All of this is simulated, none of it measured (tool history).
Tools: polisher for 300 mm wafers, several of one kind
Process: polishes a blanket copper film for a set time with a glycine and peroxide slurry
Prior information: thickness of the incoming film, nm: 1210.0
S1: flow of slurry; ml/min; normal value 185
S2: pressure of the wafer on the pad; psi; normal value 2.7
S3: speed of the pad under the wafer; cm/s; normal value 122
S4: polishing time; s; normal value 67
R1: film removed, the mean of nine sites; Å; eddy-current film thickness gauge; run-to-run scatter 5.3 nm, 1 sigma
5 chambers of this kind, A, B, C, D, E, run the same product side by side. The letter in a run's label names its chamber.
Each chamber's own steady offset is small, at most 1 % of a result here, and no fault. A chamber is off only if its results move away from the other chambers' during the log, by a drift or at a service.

{"run": "1D", "hour": 7.6, "S1": 185, "S2": 2.7, "S3": 122, "S4": 67, "R1": 4971.3}
{"run": "2A", "hour": 13.2, "S1": 185, "S2": 2.7, "S3": 122, "S4": 67, "R1": 4941.9}
{"hour": 16.4, "done": "chamber D: worn pad replaced by a new one"}
{"run": "3B", "hour": 18.7, "S1": 185, "S2": 2.7, "S3": 122, "S4": 67, "R1": 5100.2}
{"run": "4E", "hour": 23.5, "S1": 185, "S2": 2.7, "S3": 122, "S4": 67, "R1": 5020.2}
{"hour": 24.5, "done": "chamber C: worn pad replaced by a new one"}
{"hour": 30.6, "done": "chamber E: worn pad replaced by a new one"}
{"run": "5C", "hour": 33.4, "S1": 185, "S2": 2.7, "S3": 136, "S4": 56, "R1": 4594.1}
{"hour": 34.3, "done": "chamber A: worn pad replaced by a new one"}
{"run": "6A", "hour": 42.1, "S1": 185, "S2": 2.7, "S3": 136, "S4": 56, "R1": 4577.3}
{"hour": 44.1, "done": "chamber B: worn pad replaced by a new one"}
{"run": "7D", "hour": 49.6, "S1": 185, "S2": 2.7, "S3": 136, "S4": 56, "R1": 4569.3}
{"run": "8C", "hour": 56.9, "S1": 185, "S2": 2.7, "S3": 136, "S4": 56, "R1": 4609.8}
{"hour": 57.9, "done": "chamber D: worn pad replaced by a new one"}
{"run": "9E", "hour": 63.4, "S1": 185, "S2": 2.7, "S3": 136, "S4": 56, "R1": 4593.3}
{"run": "10B", "hour": 68.0, "S1": 185, "S2": 2.7, "S3": 122, "S4": 67, "R1": 5126.3}
{"hour": 72.4, "done": "chamber C: worn pad replaced by a new one"}
{"run": "11E", "hour": 77.4, "S1": 185, "S2": 2.7, "S3": 122, "S4": 67, "R1": 4933.8}
{"run": "12B", "hour": 82.4, "S1": 185, "S2": 2.7, "S3": 122, "S4": 67, "R1": 5076}
{"run": "13C", "hour": 88.6, "S1": 185, "S2": 2.7, "S3": 122, "S4": 67, "R1": 5153.9}
{"hour": 94.5, "done": "chamber B: worn pad replaced by a new one"}
{"run": "14A", "hour": 95.4, "S1": 185, "S2": 2.7, "S3": 122, "S4": 67, "R1": 4877.2}
{"run": "15D", "hour": 102.8, "S1": 185, "S2": 2.7, "S3": 122, "S4": 67, "R1": 5025.8}
{"hour": 103.5, "done": "chamber D: head pressure recalibrated"}
{"hour": 103.6, "done": "chamber D: worn pad replaced by a new one"}
{"hour": 104.3, "done": "chamber E: worn pad replaced by a new one"}
{"hour": 106.3, "done": "chamber A: worn pad replaced by a new one"}
{"run": "16D", "hour": 111.1, "S1": 185, "S2": 2.7, "S3": 122, "S4": 67, "R1": 5028.5}
{"run": "17A", "hour": 116.9, "S1": 185, "S2": 2.7, "S3": 122, "S4": 67, "R1": 4972}
{"hour": 117.5, "done": "chamber C: worn pad replaced by a new one"}
{"hour": 118.6, "done": "chamber E: head pressure recalibrated"}
{"hour": 120.4, "done": "chamber A: head pressure recalibrated"}
{"run": "18E", "hour": 121.4, "S1": 185, "S2": 2.7, "S3": 122, "S4": 67, "R1": 4965.4}
{"run": "19C", "hour": 129.5, "S1": 135, "S2": 2.7, "S3": 122, "S4": 67, "R1": 4791}
{"hour": 134.8, "done": "chamber B: slurry nozzle cleaned"}
{"run": "20B", "hour": 135.7, "S1": 135, "S2": 2.7, "S3": 122, "S4": 67, "R1": 4791.1}
{"run": "21B", "hour": 142.3, "S1": 135, "S2": 2.7, "S3": 122, "S4": 67, "R1": 4834.8}
{"run": "22D", "hour": 149.1, "S1": 135, "S2": 2.7, "S3": 122, "S4": 67, "R1": 4838.5}
{"hour": 150.0, "done": "chamber B: worn pad replaced by a new one"}
{"hour": 155.5, "done": "chamber D: worn pad replaced by a new one"}
{"run": "23C", "hour": 159.5, "S1": 135, "S2": 2.7, "S3": 122, "S4": 67, "R1": 4878.7}
{"hour": 160.5, "done": "chamber C: worn pad replaced by a new one"}
{"run": "24E", "hour": 169.4, "S1": 185, "S2": 2.7, "S3": 122, "S4": 67, "R1": 5060.1}
{"run": "25A", "hour": 175.5, "S1": 185, "S2": 2.7, "S3": 122, "S4": 67, "R1": 4961.8}
{"run": "26C", "hour": 183.6, "S1": 185, "S2": 2.7, "S3": 122, "S4": 67, "R1": 5178.8}
{"hour": 184.9, "done": "chamber A: worn pad replaced by a new one"}
{"run": "27A", "hour": 192.3, "S1": 185, "S2": 2.7, "S3": 122, "S4": 67, "R1": 5022.4}
{"hour": 194.7, "done": "chamber E: slurry nozzle cleaned"}
{"hour": 198.5, "done": "chamber D: worn pad replaced by a new one"}
{"hour": 200.3, "done": "chamber B: worn pad replaced by a new one"}
{"run": "28D", "hour": 202.5, "S1": 185, "S2": 2.7, "S3": 122, "S4": 67, "R1": 4990.6}
{"hour": 202.7, "done": "chamber E: worn pad replaced by a new one"}
{"run": "29E", "hour": 207.4, "S1": 185, "S2": 2.7, "S3": 122, "S4": 67, "R1": 5013.6}
{"run": "30B", "hour": 215.6, "S1": 185, "S2": 2.7, "S3": 122, "S4": 67, "R1": 5012.9}
{"run": "31B", "hour": 223.5, "S1": 185, "S2": 3.5, "S3": 122, "S4": 78, "R1": 7365.5}
{"run": "32A", "hour": 229.2, "S1": 185, "S2": 3.5, "S3": 122, "S4": 78, "R1": 7246.5}
{"run": "33E", "hour": 236.2, "S1": 185, "S2": 3.5, "S3": 122, "S4": 78, "R1": 7387.1}
{"run": "34D", "hour": 243.8, "S1": 185, "S2": 3.5, "S3": 122, "S4": 78, "R1": 7277.4}

Decide between three cases: one chamber stands off from its peers, the gauge reading all wafers drifts, or nothing is wrong past each chamber's small offset. Where a chamber is off, say which and what most likely put it there.

Little by little, chamber C moves away from the other chambers.
Cause: head's pressure above its setpoint, % = 6.89.

Which of the 4 candidates below, each the usual settings with something changed and its results left as question marks, puts chamber C back in line with what the other chambers give on the usual settings?
In line here means within this much of the mean the other chambers give on the usual settings: R1 180 Å
{"run": "35C-1", "hour": 251.3, "S1": 185, "S2": 2.7, "S3": 120, "S4": 65, "R1": "?"}
{"run": "35C-2", "hour": 251.3, "S1": 185, "S2": 2.6, "S3": 118, "S4": 64, "R1": "?"}
{"run": "35C-3", "hour": 251.3, "S1": 185, "S2": 2.7, "S3": 124, "S4": 69, "R1": "?"}
{"run": "35C-4", "hour": 251.3, "S1": 185, "S2": 2.8, "S3": 126, "S4": 70, "R1": "?"}

The mean the other chambers reach with the usual settings: R1 5005.1 Å
run=35C-1 R1=4992.3
run=35C-2 R1=4691
run=35C-3 R1=5452.6
run=35C-4 R1=5788.7
With 35C-1, the chamber falls back in line with the rest.

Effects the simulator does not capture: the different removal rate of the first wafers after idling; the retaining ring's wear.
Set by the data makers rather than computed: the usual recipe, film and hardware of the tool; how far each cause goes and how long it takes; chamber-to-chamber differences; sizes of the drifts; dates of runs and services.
